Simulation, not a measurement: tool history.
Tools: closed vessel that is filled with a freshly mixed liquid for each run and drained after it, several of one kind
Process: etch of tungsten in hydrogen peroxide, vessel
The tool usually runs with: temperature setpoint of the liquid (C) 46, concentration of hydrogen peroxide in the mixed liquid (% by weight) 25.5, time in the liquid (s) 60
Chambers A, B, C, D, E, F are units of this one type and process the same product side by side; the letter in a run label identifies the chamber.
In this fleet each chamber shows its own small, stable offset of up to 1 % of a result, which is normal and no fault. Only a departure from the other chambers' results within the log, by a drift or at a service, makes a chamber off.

run	hour	temperature setpoint of the liquid (C)	concentration of hydrogen peroxide in the mixed liquid (% by weight)	time in the liquid (s)	hours since the thermometer was replaced	hours since the peroxide flow meter was replaced	hours since the drum of peroxide was connected	read-back film thickness of the tungsten reference wafer, read on the same gauge (nm)	thickness taken off the tungsten on a monitor wafer (nm)
1C	4.9	46	25.5	60	1168.8	1467.5	189.9	29.979	51.097
2B	11.1	46	25.5	60	594.6	2240.8	1166.7	30.002	50.793
3D	15.2	46	25.5	60	474.4	568.9	983	30.017	50.67
4A	21.7	46	25.5	60	876.9	205.1	864.6	29.971	50.226
5F	27.4	46	25.5	60	406.4	273.8	310.7	29.976	50.392
6E	31.5	46	25.5	60	1045.4	1076.9	818.9	30.003	51.387
7D	35.5	46	25.5	60	494.7	589.2	1003.3	29.963	50.837
8E	38.6	46	25.5	60	1052.5	1084	826	30.009	51.287
9F	41.6	46	25.5	60	420.6	288	324.9	30.01	49.983
10B	47.2	46	25.5	60	630.7	2276.9	1202.8	30.003	50.881
11A	52.8	46	25.5	60	908	236.2	895.7	30.002	50.302
12C	57.8	46	30	60	1221.7	1520.4	242.8	29.987	55.659
13D	61.7	46	30	60	520.9	615.4	1029.5	29.981	55.16
14A	67.6	46	30	60	922.8	251	910.5	30.008	54.275
15F	71	46	30	60	450	317.4	354.3	29.986	54.736
16E	74.9	46	30	60	1088.8	1120.3	862.3	30.022	55.304
17B	79.8	46	30	60	663.3	2309.5	1235.4	30.006	55.404
18C	84.5	46	25.5	60	1248.4	1547.1	269.5	29.985	50.678
19C	87.6	46	25.5	60	1251.5	1550.2	272.6	29.997	51.032
# hour 91.3: chamber B: peroxide flow meter replaced
20B	93.7	46	25.5	60	677.2	2.5	1249.3	30.024	51.048
21E	98.6	40	25.5	70	1112.5	1144	886	30.019	40.78
22F	102	40	25.5	70	481	348.4	385.3	30.007	39.813
23A	106.6	40	25.5	70	961.8	290	949.5	30	39.949
# hour 108.7: chamber E: new drum of peroxide connected
24D	111.3	40	25.5	70	570.5	665	1079.1	30.006	39.787
25D	116.5	40	25.5	70	575.7	670.2	1084.3	30.01	40.641
26C	122.4	40	25.5	70	1286.3	1585	307.4	30	39.904
# hour 124.4: chamber D: new drum of peroxide connected
27A	127.1	46	25.5	60	982.3	310.5	970	30.013	50.379
# hour 129.1: chamber B: new drum of peroxide connected
28E	133.2	46	25.5	60	1147.1	1178.6	24.5	29.992	51.513
29B	138.2	46	25.5	60	721.7	47	9.2	30	51.441
30F	142.9	46	19	60	521.9	389.3	426.2	30.01	43.038
31E	148.9	46	19	60	1162.8	1194.3	40.2	29.999	44.441
32F	154	46	19	60	533	400.4	437.3	30.042	43.281
33B	158	46	19	60	741.5	66.8	29	29.985	44.74
34D	163.2	46	19	60	622.4	716.9	38.9	30.026	43.674
35C	167.5	46	19	60	1331.4	1630.1	352.5	30.016	42.592
36A	173.4	46	25.5	60	1028.6	356.8	1016.3	30.008	50.785
37C	179.9	46	25.5	60	1343.8	1642.5	364.9	30.02	48.864
38D	183.2	46	25.5	60	642.4	736.9	58.9	29.977	51.184
39B	188.4	46	25.5	60	771.9	97.2	59.4	30.004	51.337
40F	193.7	46	25.5	60	572.7	440.1	477	30.003	50.014

Decide between three cases: one chamber stands off from its peers, the gauge reading all wafers drifts, or nothing is wrong past each chamber's small offset. Where a chamber is off, say which and what most likely put it there.

Little by little, chamber C moves away from the other chambers.
Most likely cause: liquid colder than its thermometer reads (K) = 0.75.
The log may not separate it from: peroxide flow below the setpoint (%); peroxide weaker than its label (%).

Chamber C could run next with any of the 4 candidate recipes listed below; each alters the usual settings, and their results appear as question marks. Which one brings its results back in line with what the other chambers deliver on the usual settings?
Allowed miss from the other chambers' usual-settings mean, per result, to count as in line: thickness taken off the tungsten on a monitor wafer (nm) 0.92
41C-1	198.4	46	29	60					?
41C-2	198.4	45.5	25.5	60					?
41C-3	198.4	45	25.5	60					?
41C-4	198.4	46.5	25.5	60					?

On the usual settings, the other chambers give on average: thickness taken off the tungsten on a monitor wafer (nm) 50.809
run	thickness taken off the tungsten on a monitor wafer (nm)
41C-1	52.281
41C-2	47.466
41C-3	45.988
41C-4	50.55
41C-4 is the one that brings the chamber's results back in line with the other chambers.

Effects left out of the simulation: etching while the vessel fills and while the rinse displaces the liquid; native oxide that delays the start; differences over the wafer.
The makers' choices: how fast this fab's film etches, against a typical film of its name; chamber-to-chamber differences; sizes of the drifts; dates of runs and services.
